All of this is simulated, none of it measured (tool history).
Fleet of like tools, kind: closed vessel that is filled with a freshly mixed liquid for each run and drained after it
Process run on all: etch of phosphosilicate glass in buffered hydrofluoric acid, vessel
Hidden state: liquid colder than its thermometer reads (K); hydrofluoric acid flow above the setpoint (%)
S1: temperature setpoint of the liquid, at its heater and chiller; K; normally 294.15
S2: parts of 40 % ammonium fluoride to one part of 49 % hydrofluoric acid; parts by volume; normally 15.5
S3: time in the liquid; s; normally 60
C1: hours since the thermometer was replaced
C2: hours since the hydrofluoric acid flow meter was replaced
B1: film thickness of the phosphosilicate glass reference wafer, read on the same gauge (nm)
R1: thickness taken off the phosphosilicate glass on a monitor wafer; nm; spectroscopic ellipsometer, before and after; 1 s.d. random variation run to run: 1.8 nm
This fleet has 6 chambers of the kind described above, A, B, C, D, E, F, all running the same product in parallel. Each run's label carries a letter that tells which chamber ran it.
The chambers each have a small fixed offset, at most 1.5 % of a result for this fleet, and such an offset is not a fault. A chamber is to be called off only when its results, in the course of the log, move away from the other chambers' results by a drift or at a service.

run,hour,S1,S2,S3,C1,C2,B1,R1
1C,4.1,294.15,15.5,60,174.6,95.0,49.990,180.65
2D,9.1,294.15,15.5,60,545.3,1786.7,50.006,184.90
3F,14.4,294.15,15.5,60,880.7,928.6,50.026,182.69
4A,20.5,294.15,15.5,60,582.1,47.2,50.032,182.68
5B,26.2,294.15,15.5,60,532.1,438.3,50.017,183.17
6E,29.9,294.15,15.5,60,268.8,2315.8,49.991,178.22
# hour 34.7: chamber E: hydrofluoric acid flow meter replaced
7A,37.3,294.15,15.5,60,598.9,64.0,50.003,178.87
8C,41.9,294.15,15.5,60,212.4,132.8,49.975,179.54
# hour 45.2: chamber B: thermometer replaced
9F,46.8,294.15,15.5,60,913.1,961.0,49.962,181.62
10D,53.9,294.15,15.5,60,590.1,1831.5,50.020,187.39
11B,57.9,297.15,15.5,60,12.7,470.0,49.990,219.90
12E,65.2,297.15,15.5,60,304.1,30.5,50.001,213.15
13B,69.5,297.15,15.5,60,24.3,481.6,49.983,217.11
14A,76.6,297.15,15.5,60,638.2,103.3,50.028,218.61
15C,82.2,297.15,15.5,60,252.7,173.1,49.989,212.17
16E,87.2,297.15,15.5,60,326.1,52.5,50.022,216.61
17D,93.7,294.15,19.5,90,629.9,1871.3,49.988,220.77
18F,97.1,294.15,19.5,90,963.4,1011.3,49.980,216.76
19C,101.2,294.15,19.5,90,271.7,192.1,49.979,216.05
20B,105.5,294.15,19.5,90,60.3,517.6,49.992,217.33
21E,109.2,294.15,19.5,90,348.1,74.5,50.013,214.28
22F,114.2,294.15,19.5,90,980.5,1028.4,49.996,219.25
23D,119.2,294.15,18.0,45,655.4,1896.8,49.992,117.52
24A,126.4,294.15,18.0,45,688.0,153.1,50.006,117.15
25E,130.5,294.15,18.0,45,369.4,95.8,49.983,115.99
26C,135.1,294.15,18.0,45,305.6,226.0,49.968,115.90
27F,142.5,294.15,18.0,45,1008.8,1056.7,50.023,124.09
28A,147.9,294.15,18.0,45,709.5,174.6,50.041,116.45
29B,153.1,294.15,15.5,60,107.9,565.2,50.004,182.83
30D,157.1,294.15,15.5,60,693.3,1934.7,49.977,180.19
31F,160.6,294.15,15.5,60,1026.9,1074.8,50.000,192.04
32D,167.9,294.15,15.5,60,704.1,1945.5,49.996,181.66
33A,173.4,294.15,15.5,75,735.0,200.1,50.012,225.50
34E,177.9,294.15,15.5,75,416.8,143.2,50.035,226.69
35C,184.2,294.15,15.5,75,354.7,275.1,49.982,225.94
36B,189.3,294.15,15.5,75,144.1,601.4,49.979,228.19
37C,194.4,294.15,15.5,75,364.9,285.3,49.979,230.44
38E,201.6,294.15,15.5,75,440.5,166.9,50.019,227.61
39F,206.7,294.15,15.5,50,1073.0,1120.9,49.991,162.65
40B,211.9,294.15,15.5,50,166.7,624.0,50.005,152.63
41A,218.5,294.15,15.5,50,780.1,245.2,49.980,150.65

Each of the 6 chambers runs these same settings next. Fill in every chamber's results:
42A,223.8,294.15,15.5,60,,,,?
42B,223.8,294.15,15.5,60,,,,?
42C,223.8,294.15,15.5,60,,,,?
42D,223.8,294.15,15.5,60,,,,?
42E,223.8,294.15,15.5,60,,,,?
42F,223.8,294.15,15.5,60,,,,?

run,R1
42A,180.37
42B,183.80
42C,179.05
42D,185.34
42E,182.15
42F,194.86
